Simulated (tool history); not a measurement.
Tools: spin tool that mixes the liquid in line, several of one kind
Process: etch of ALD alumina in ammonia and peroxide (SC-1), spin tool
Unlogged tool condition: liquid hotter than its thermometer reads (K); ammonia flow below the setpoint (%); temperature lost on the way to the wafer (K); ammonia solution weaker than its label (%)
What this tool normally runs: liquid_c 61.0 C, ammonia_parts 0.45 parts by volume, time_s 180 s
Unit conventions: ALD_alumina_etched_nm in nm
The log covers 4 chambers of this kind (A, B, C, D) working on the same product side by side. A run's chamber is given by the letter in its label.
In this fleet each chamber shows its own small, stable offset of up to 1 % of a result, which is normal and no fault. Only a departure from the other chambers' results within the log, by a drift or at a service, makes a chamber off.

run	hour	liquid_c	ammonia_parts	time_s	hours since the thermometer was replaced	hours since the ammonia flow meter was replaced	hours since the heated supply line was repaired	hours since the drum of ammonia solution was connected	read-back film thickness of the ALD alumina reference wafer, read on the same gauge (nm)	ALD_alumina_etched_nm
1C	4.0	61.0	0.45	180	1386.1	859.6	586.4	173.9	29.983	13.1440
2D	8.9	61.0	0.45	180	833.7	195.5	1635.9	790.5	29.991	13.1540
# hour 10.5: chamber A: new drum of ammonia solution connected
3B	14.0	61.0	0.45	180	26.2	516.0	1073.7	713.1	30.017	12.8660
4A	21.1	61.0	0.45	180	1679.4	634.0	179.8	10.7	30.005	12.9190
5D	26.8	61.0	0.45	180	851.6	213.4	1653.8	808.4	30.015	13.1110
6C	33.6	61.0	0.55	180	1415.7	889.2	616.0	203.5	29.987	13.3880
7A	39.0	61.0	0.55	180	1697.3	651.9	197.7	28.6	29.966	13.2340
8B	42.9	61.0	0.55	180	55.1	544.9	1102.6	742.0	29.999	13.3630
9C	47.6	61.0	0.55	180	1429.7	903.2	630.0	217.5	30.013	13.2130
10B	53.8	61.0	0.45	180	66.0	555.8	1113.5	752.9	29.989	13.0490
11A	57.9	61.0	0.45	180	1716.2	670.8	216.6	47.5	29.995	13.1090
12D	63.8	66.5	0.45	235	888.6	250.4	1690.8	845.4	30.029	23.2950
13D	69.1	66.5	0.45	235	893.9	255.7	1696.1	850.7	29.993	23.4340
14A	73.9	66.5	0.45	235	1732.2	686.8	232.6	63.5	30.028	22.4700
15C	77.7	66.5	0.45	235	1459.8	933.3	660.1	247.6	30.011	22.4870
16B	85.4	61.0	0.45	180	97.6	587.4	1145.1	784.5	29.982	12.9470
17D	91.1	61.0	0.45	180	915.9	277.7	1718.1	872.7	29.985	13.6680
18C	95.1	61.0	0.45	180	1477.2	950.7	677.5	265.0	29.988	13.0660
19A	101.5	61.0	0.45	275	1759.8	714.4	260.2	91.1	30.024	20.0650
20B	107.5	61.0	0.45	275	119.7	609.5	1167.2	806.6	30.051	19.7710
21C	114.4	61.0	0.45	275	1496.5	970.0	696.8	284.3	29.979	20.0580
22B	119.8	61.0	0.45	275	132.0	621.8	1179.5	818.9	29.966	19.9220
23A	126.3	61.0	0.45	180	1784.6	739.2	285.0	115.9	30.044	12.9940
24D	132.3	61.0	0.45	180	957.1	318.9	1759.3	913.9	29.962	13.9480
25C	140.1	61.0	0.45	180	1522.2	995.7	722.5	310.0	29.989	13.1010
26B	144.8	54.5	0.45	180	157.0	646.8	1204.5	843.9	29.993	9.2367
27A	151.0	54.5	0.45	180	1809.3	763.9	309.7	140.6	30.004	9.2918
28D	155.3	54.5	0.45	180	980.1	341.9	1782.3	936.9	30.001	10.0290
29C	159.8	54.5	0.45	180	1541.9	1015.4	742.2	329.7	29.986	9.2319

Decide between three cases: one chamber stands off from its peers, the gauge reading all wafers drifts, or nothing is wrong past each chamber's small offset. Where a chamber is off, say which and what most likely put it there.

Little by little, chamber D moves away from the other chambers.
Likeliest cause: liquid hotter than its thermometer reads (K) = 1.42.

Here are 4 candidates for chamber D's next run, each the usual settings with a change, their results left as question marks. Which one brings its results back in line with what the others give on the usual settings?
Counts as in line when no further than this from what the other chambers average on the usual settings: ALD_alumina_etched_nm 0.2800 nm
30D-1	165.4	61.0	0.45	165						?
30D-2	165.4	61.0	0.45	175						?
30D-3	165.4	61.0	0.45	195						?
30D-4	165.4	61.0	0.45	185						?

The other chambers' mean on the usual settings: ALD_alumina_etched_nm 13.0100 nm
run	ALD_alumina_etched_nm
30D-1	12.9400
30D-2	13.7250
30D-3	15.2930
30D-4	14.5090
Change 30D-1 lands the chamber within the allowed miss of the other chambers.
